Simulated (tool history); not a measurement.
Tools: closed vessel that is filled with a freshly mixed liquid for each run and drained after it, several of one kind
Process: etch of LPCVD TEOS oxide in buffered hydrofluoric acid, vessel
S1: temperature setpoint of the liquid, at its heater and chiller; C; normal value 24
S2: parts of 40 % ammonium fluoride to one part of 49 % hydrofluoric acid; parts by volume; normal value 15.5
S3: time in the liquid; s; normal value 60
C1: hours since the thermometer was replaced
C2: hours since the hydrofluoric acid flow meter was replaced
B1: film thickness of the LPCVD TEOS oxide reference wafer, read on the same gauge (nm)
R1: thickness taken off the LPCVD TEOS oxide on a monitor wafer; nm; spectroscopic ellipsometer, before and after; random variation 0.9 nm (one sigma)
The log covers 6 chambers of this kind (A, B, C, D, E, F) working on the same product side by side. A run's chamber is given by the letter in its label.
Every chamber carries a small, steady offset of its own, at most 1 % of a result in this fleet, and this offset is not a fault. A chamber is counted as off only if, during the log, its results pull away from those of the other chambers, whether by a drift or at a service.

run,day,S1,S2,S3,C1,C2,B1,R1
1A,0.158,24,15.5,60,932.4,890.2,70.008,97.676
2E,0.321,24,15.5,60,2282.2,2323.8,69.987,97.133
3F,0.438,24,15.5,60,222.3,51.1,69.993,100.38
4D,0.6,24,15.5,60,247.1,91.3,70.023,100.1
5C,0.825,24,15.5,60,881.3,1575.4,70.036,98.012
6B,0.967,24,15.5,60,1203.7,448.5,70,100.73
# day 1.012: chamber E: thermometer replaced
7A,1.133,24,15.5,60,955.8,913.6,69.965,99.424
8B,1.333,24,15.5,45,1212.5,457.3,69.965,74.778
9D,1.458,24,15.5,45,267.7,111.9,70.006,74.878
10C,1.654,24,15.5,45,901.2,1595.3,69.992,75.151
11F,1.829,24,15.5,45,255.7,84.5,69.968,74.091
12E,2.017,24,15.5,45,24.2,2364.5,69.998,73.767
13B,2.238,24,15.5,45,1234.2,479,69.953,74.965
14E,2.475,28,12,60,35.2,2375.5,70.046,154.34
15A,2.633,28,12,60,991.8,949.6,70.003,156.31
16F,2.817,28,12,60,279.4,108.2,69.986,155.5
17C,3.029,28,12,60,934.2,1628.3,69.994,163.35
18D,3.271,28,12,60,311.2,155.4,70.061,156.74
19E,3.408,28,12,60,57.6,2397.9,70.011,155.93
20C,3.554,24,15.5,60,946.8,1640.9,70.052,101.2
21F,3.783,24,20,85,302.6,131.4,70.02,107.64
# day 3.942: chamber C: hydrofluoric acid flow meter replaced
22A,3.95,24,20,85,1023.4,981.2,70.042,109.93
23D,4.158,24,20,85,332.5,176.7,69.989,107.71
24B,4.271,24,20,85,1283,527.8,69.981,109.52
25D,4.425,24,20,85,338.9,183.1,69.943,107.24
26F,4.579,24,20,85,321.7,150.5,70.03,108.77
27B,4.7,24,15.5,60,1293.3,538.1,69.978,96.801
# day 4.738: chamber E: hydrofluoric acid flow meter replaced
28A,4.833,24,15.5,60,1044.6,1002.4,69.951,97.836
29C,4.996,27.5,15.5,60,981.4,25.4,69.977,125.25
30E,5.171,27.5,15.5,60,99.9,10.5,70.022,119.59
31A,5.292,27.5,15.5,60,1055.6,1013.4,69.99,120.74
32C,5.442,27.5,15.5,60,992.1,36.1,70.05,126.68
33E,5.567,27.5,15.5,60,109.4,20,70.014,119.41
34D,5.812,27.5,15.5,60,372.2,216.4,70.006,118.46
35F,5.983,24,15.5,60,355.4,184.2,70.066,96.775
36B,6.117,24,15.5,60,1327.3,572.1,70.008,99.752
37D,6.283,24,15.5,60,383.5,227.7,69.949,99.833
38A,6.521,24,20,35,1085.1,1042.9,70.063,45.07
39C,6.696,24,20,35,1022.2,66.2,69.948,48.418
40E,6.867,24,20,35,140.6,51.2,69.985,44.208
41F,7.025,24,20,35,380.4,209.2,69.97,44.95

All 6 chambers run these settings next. Forecast each chamber's results:
42A,7.204,26,15.5,60,,,,?
42B,7.204,26,15.5,60,,,,?
42C,7.204,26,15.5,60,,,,?
42D,7.204,26,15.5,60,,,,?
42E,7.204,26,15.5,60,,,,?
42F,7.204,26,15.5,60,,,,?

run,R1
42A,107.57
42B,109.58
42C,120.02
42D,108.27
42E,107.35
42F,111.63

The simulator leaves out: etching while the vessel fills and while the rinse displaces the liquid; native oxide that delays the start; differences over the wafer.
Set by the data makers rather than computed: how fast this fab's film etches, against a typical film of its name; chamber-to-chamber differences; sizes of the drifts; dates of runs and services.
